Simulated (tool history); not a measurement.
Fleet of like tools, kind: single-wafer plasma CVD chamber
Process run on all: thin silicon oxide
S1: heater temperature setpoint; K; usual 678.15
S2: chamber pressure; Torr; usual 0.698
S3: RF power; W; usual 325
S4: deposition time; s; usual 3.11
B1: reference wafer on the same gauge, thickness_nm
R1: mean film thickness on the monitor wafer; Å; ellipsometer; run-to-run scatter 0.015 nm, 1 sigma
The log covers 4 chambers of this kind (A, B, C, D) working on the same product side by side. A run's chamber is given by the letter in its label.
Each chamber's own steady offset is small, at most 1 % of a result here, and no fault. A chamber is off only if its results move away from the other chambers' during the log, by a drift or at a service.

run	hour	S1	S2	S3	S4	B1	R1
1D	5.2	678.15	0.698	325	3.11	6.0597	51.614
2A	14.7	678.15	0.698	325	3.11	6.0640	51.089
3C	21.1	678.15	0.698	325	3.11	6.0580	51.461
# hour 22.1: chamber C: thermocouple changed; heater temperature recalibrated
4B	30.2	678.15	0.698	325	3.11	6.0572	51.391
5A	39.3	678.15	0.698	325	3.11	6.0599	51.127
6C	47.5	691.15	0.698	325	3.11	6.0584	50.876
7D	53.9	691.15	0.698	325	3.11	6.0628	51.005
8B	61.3	691.15	0.698	325	3.11	6.0603	50.911
9A	69.5	691.15	0.698	325	3.11	6.0637	50.833
10C	78.4	678.15	0.698	325	3.11	6.0567	51.437
11D	84.1	678.15	0.698	325	3.11	6.0615	51.428
12B	92.8	678.15	0.698	325	3.11	6.0544	51.243
13B	100.2	678.15	0.698	325	3.11	6.0607	51.314
14C	108.8	678.15	0.698	325	3.11	6.0598	51.351
15A	117.0	678.15	0.698	325	3.11	6.0557	51.344
16D	126.5	678.15	0.698	325	3.11	6.0613	51.172
17B	133.7	678.15	0.698	325	3.11	6.0579	51.613
18D	139.6	678.15	0.698	325	3.11	6.0592	50.906
19C	144.4	678.15	0.698	325	3.11	6.0618	51.218
20A	150.8	678.15	0.698	325	3.11	6.0613	51.009
21D	157.9	678.15	0.698	325	3.11	6.0598	50.645
22C	165.0	678.15	0.698	325	3.11	6.0601	51.157
23A	169.8	678.15	0.698	325	3.11	6.0657	51.140
24B	176.9	678.15	0.698	325	3.11	6.0560	51.379
25B	181.7	678.15	0.698	325	3.11	6.0578	51.394
26D	190.3	678.15	0.698	325	2.71	6.0652	43.805
27A	197.5	678.15	0.698	325	2.71	6.0575	44.712
28C	204.8	678.15	0.698	325	2.71	6.0558	45.148
29C	211.8	678.15	0.698	325	2.71	6.0610	44.749
30D	217.0	678.15	0.698	325	3.11	6.0600	50.057
31A	224.2	678.15	0.698	325	3.11	6.0622	51.138
32B	230.3	678.15	0.698	325	3.11	6.0565	51.250
33B	235.9	678.15	0.786	370	3.11	6.0593	60.767
34A	241.2	678.15	0.786	370	3.11	6.0625	60.207
35D	249.7	678.15	0.786	370	3.11	6.0584	59.105
36C	257.0	678.15	0.786	370	3.11	6.0609	60.945
37D	265.1	678.15	0.698	325	3.11	6.0596	49.415
38A	269.5	678.15	0.698	325	3.11	6.0577	51.045

The same settings go to every chamber for the next run, one line per chamber below. Forecast the results for each:
39A	276.4	678.15	0.698	325	3.11		?
39B	276.4	678.15	0.698	325	3.11		?
39C	276.4	678.15	0.698	325	3.11		?
39D	276.4	678.15	0.698	325	3.11		?

run	R1
39A	51.098
39B	51.332
39C	51.414
39D	49.631
